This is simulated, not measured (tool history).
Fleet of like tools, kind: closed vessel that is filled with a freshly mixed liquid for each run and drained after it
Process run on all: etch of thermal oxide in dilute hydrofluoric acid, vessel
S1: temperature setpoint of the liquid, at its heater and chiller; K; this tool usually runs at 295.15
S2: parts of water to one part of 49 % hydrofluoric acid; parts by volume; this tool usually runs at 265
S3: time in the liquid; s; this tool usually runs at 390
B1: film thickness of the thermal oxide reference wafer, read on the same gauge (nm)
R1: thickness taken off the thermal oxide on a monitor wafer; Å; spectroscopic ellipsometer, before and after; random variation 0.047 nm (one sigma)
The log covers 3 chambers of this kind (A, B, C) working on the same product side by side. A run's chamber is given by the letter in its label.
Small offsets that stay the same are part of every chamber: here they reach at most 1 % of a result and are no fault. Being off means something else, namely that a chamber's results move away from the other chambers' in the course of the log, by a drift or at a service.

run	hour	S1	S2	S3	B1	R1
1A	5.6	295.15	265	390	39.990	54.277
2C	10.3	295.15	265	390	39.996	53.407
3B	15.2	295.15	265	390	39.981	53.033
4B	21.1	295.15	265	390	40.000	52.552
5A	30.6	295.15	265	390	40.009	53.153
6C	36.2	291.15	265	390	39.988	46.381
7C	43.7	291.15	265	390	40.011	46.015
8A	48.5	291.15	265	390	40.009	46.924
9B	55.4	295.15	265	390	40.008	53.192
10C	64.4	295.15	265	390	39.985	53.399
11B	70.0	295.15	265	390	40.005	52.894
12A	77.1	295.15	265	390	39.986	54.392
13B	84.1	295.15	265	390	40.001	52.748
14C	93.0	295.15	265	390	40.018	52.683
15A	99.7	295.15	265	390	40.001	53.870
16A	106.2	295.15	265	390	39.991	54.445
17C	113.4	295.15	265	390	40.009	53.319
18B	121.3	295.15	265	390	40.016	53.349
19B	127.6	290.65	265	495	39.983	56.945
20C	136.7	290.65	265	495	39.999	58.003
21A	141.0	290.65	265	495	39.997	57.431
22C	145.3	295.15	265	390	39.995	53.745
23A	153.1	295.15	265	390	40.003	53.359
24B	158.8	295.15	265	390	39.995	53.908
25C	163.1	295.15	265	390	40.023	53.354
26B	172.1	295.15	265	390	40.009	54.299
27A	180.4	295.15	265	390	40.015	54.547
28C	186.3	295.15	265	495	40.009	68.191
29A	194.5	295.15	265	495	40.010	68.070
30B	199.4	295.15	265	495	40.025	66.508

Is one chamber out of step, is the gauge drifting, or do the chambers differ by no more than their own small offsets? For an off chamber, give its letter and the likeliest cause.

Beyond each chamber's small constant offset nothing stands out, and the gauge stays steady.
